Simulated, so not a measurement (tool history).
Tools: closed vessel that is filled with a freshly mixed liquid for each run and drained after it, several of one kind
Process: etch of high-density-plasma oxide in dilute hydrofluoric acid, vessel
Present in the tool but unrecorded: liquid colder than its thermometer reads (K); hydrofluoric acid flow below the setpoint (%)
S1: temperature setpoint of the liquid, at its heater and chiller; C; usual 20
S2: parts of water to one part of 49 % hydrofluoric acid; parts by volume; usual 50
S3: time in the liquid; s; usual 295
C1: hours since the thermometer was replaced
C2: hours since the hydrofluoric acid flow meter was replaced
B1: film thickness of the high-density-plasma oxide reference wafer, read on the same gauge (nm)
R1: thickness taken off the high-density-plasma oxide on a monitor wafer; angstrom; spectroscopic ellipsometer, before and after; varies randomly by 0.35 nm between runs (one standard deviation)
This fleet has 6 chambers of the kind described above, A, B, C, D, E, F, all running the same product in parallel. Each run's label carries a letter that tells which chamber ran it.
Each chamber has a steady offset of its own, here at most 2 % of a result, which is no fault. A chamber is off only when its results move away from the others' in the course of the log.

run,hour,S1,S2,S3,C1,C2,B1,R1
1B,10.8,20,50,295,905.8,957.4,59.974,397.07
2C,19.7,20,50,295,1409.9,1249,59.999,406.58
# hour 24.9: chamber F: hydrofluoric acid flow meter replaced
3E,28.8,20,50,295,66.7,478.4,60.033,403.62
# hour 29.8: chamber B: thermometer replaced
4F,40.3,20,50,295,1022.8,15.4,59.984,401.72
5A,54.7,20,50,295,862.7,1334.4,59.982,402.8
6D,65,20,50,295,239.8,1528.1,60.007,403.84
7E,76.7,20,50,295,114.6,526.3,60.007,402.14
8C,90.9,20,50,295,1481.1,1320.2,59.992,403.25
9B,103.2,20,50,355,73.5,1049.8,60.013,479.75
10F,111,20,50,355,1093.5,86.1,60.006,486.69
11D,119.7,20,50,355,294.5,1582.8,60.01,490.17
12A,132.7,20,50,355,940.7,1412.4,60.013,478.38
13B,140.6,20,50,355,110.9,1087.2,59.993,479.1
14E,155.7,20,50,355,193.6,605.3,59.992,488.95
# hour 160.8: chamber E: hydrofluoric acid flow meter replaced
15D,165.4,20,50,295,340.2,1628.5,59.987,408.02
16F,172.9,20,50,295,1155.4,148,59.995,403.9
17A,180.1,20,50,295,988.1,1459.8,60.004,403.57
18C,195.4,20,50,295,1585.6,1424.7,60.018,403.39
# hour 202.7: chamber A: hydrofluoric acid flow meter replaced
19D,206.3,20,50,295,381.1,1669.4,59.998,407.55
20C,218.2,20,50,295,1608.4,1447.5,59.999,400.46
21A,228.4,20,50,295,1036.4,25.7,59.974,410.03
22E,238.4,20,50,295,276.3,77.7,59.997,403.77
23F,247.5,20,50,295,1230,222.6,59.968,399.56
24B,258.5,20,50,295,228.8,1205.1,60.007,396.71
25C,273.5,20,50,295,1663.7,1502.8,60.002,399.09
26F,285.3,20,50,295,1267.8,260.4,60.004,403.65
27B,298.5,20,50,295,268.8,1245.1,60,395.02
28D,306.8,20,50,295,481.6,1769.9,60.028,404.27
29A,318.4,20,50,295,1126.4,115.7,60.02,403.45
# hour 326.1: chamber D: hydrofluoric acid flow meter replaced
# hour 327.1: chamber B: hydrofluoric acid flow meter replaced
30E,334,20,35,210,371.9,173.3,59.966,416.49
31D,342.7,20,35,210,517.5,16.7,60.01,425.05
32B,351.1,20,35,210,321.4,24,59.999,408.95
33A,364.6,20,35,210,1172.6,161.9,59.987,415.3
34C,379.6,20,35,210,1769.8,1608.9,60.001,420.01
35E,395,20,35,210,432.9,234.3,60.002,415.11
36F,406.5,20,50,295,1389,381.6,59.973,405.65
37C,416.6,20,50,295,1806.8,1645.9,59.989,403.26

Decide between three cases: one chamber stands off from its peers, the gauge reading all wafers drifts, or nothing is wrong past each chamber's small offset. Where a chamber is off, say which and what most likely put it there.

The fleet is healthy, with each chamber sitting at its usual small offset and no drift in the gauge.

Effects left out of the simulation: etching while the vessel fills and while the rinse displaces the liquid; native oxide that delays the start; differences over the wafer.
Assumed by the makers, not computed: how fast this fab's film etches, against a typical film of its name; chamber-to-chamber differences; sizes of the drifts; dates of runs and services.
